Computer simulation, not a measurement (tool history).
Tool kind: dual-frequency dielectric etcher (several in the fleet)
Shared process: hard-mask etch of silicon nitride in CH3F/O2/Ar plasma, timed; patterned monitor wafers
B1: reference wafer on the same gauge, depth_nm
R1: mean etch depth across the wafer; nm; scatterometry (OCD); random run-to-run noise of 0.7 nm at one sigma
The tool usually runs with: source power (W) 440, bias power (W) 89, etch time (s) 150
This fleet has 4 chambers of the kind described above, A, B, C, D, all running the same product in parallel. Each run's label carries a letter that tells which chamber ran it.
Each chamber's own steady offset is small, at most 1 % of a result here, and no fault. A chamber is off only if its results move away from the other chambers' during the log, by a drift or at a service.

Run 1B, hour 7.9: usual settings; B1 111.91. Result: R1 117.9 nm.
Run 2C, hour 16.3: usual settings; B1 111.99. Result: R1 118.66 nm.
Run 3D, hour 25.4: usual settings; B1 111.93. Result: R1 116.4 nm.
Run 4A, hour 32.6: usual settings; B1 111.89. Result: R1 117.43 nm.
Run 5D, hour 38.9: usual settings; B1 112.13. Result: R1 116.58 nm.
Run 6C, hour 44.3: usual settings; B1 112.02. Result: R1 115.84 nm.
At hour 46.4: chamber D: wet clean of the chamber.
Run 7A, hour 52: usual settings; B1 112.21. Result: R1 117.38 nm.
At hour 54.4: chamber B: wet clean of the chamber.
Run 8B, hour 58.4: usual settings; B1 112.01. Result: R1 116.2 nm.
Run 9C, hour 62.5: usual settings; B1 111.95. Result: R1 117.16 nm.
Run 10A, hour 67.3: usual settings; B1 111.97. Result: R1 116.63 nm.
Run 11B, hour 74.9: usual settings; B1 111.97. Result: R1 116.56 nm.
Run 12D, hour 80: usual settings; B1 112.03. Result: R1 116.09 nm.
Run 13A, hour 86.1: usual settings; B1 112.18. Result: R1 118.35 nm.
Run 14D, hour 92.3: usual settings; B1 112.08. Result: R1 116.34 nm.
Run 15C, hour 96.9: usual settings; B1 112. Result: R1 117 nm.
Run 16B, hour 104.4: usual settings but source power (W) 340, etch time (s) 135.5; B1 112.04. Result: R1 94.944 nm.
Run 17A, hour 111.9: usual settings but source power (W) 340, etch time (s) 135.5; B1 112.12. Result: R1 95.916 nm.
Run 18D, hour 118.4: usual settings but source power (W) 340, etch time (s) 135.5; B1 112.01. Result: R1 95.934 nm.
Run 19C, hour 127.6: usual settings but source power (W) 340, etch time (s) 135.5; B1 111.87. Result: R1 96.276 nm.
Run 20B, hour 134.6: usual settings; B1 112.08. Result: R1 117.47 nm.
Run 21C, hour 139.2: usual settings; B1 111.8. Result: R1 116.53 nm.
Run 22D, hour 148.4: usual settings; B1 111.86. Result: R1 117.81 nm.
Run 23A, hour 155.1: usual settings; B1 112.04. Result: R1 117.63 nm.
Run 24B, hour 162.6: usual settings; B1 112.12. Result: R1 116.36 nm.
Run 25D, hour 166.9: usual settings; B1 112.08. Result: R1 116.78 nm.
Run 26B, hour 172.9: usual settings; B1 111.96. Result: R1 116.26 nm.
Run 27C, hour 179.3: usual settings; B1 112.04. Result: R1 117.91 nm.
Run 28A, hour 186.2: usual settings but bias power (W) 76, etch time (s) 113; B1 111.96. Result: R1 83.334 nm.
Run 29D, hour 193: usual settings but bias power (W) 76, etch time (s) 113; B1 111.99. Result: R1 83.637 nm.
Run 30C, hour 199.3: usual settings but bias power (W) 76, etch time (s) 113; B1 112.24. Result: R1 83.258 nm.

Read the log: is a single chamber off, either drifting away or since a service, is the gauge that measures every chamber drifting, or is nothing wrong beyond small per-chamber offsets? Name any odd chamber and what most likely caused it.

All chambers stay in line apart from their small fixed offsets, and the gauge does not drift.
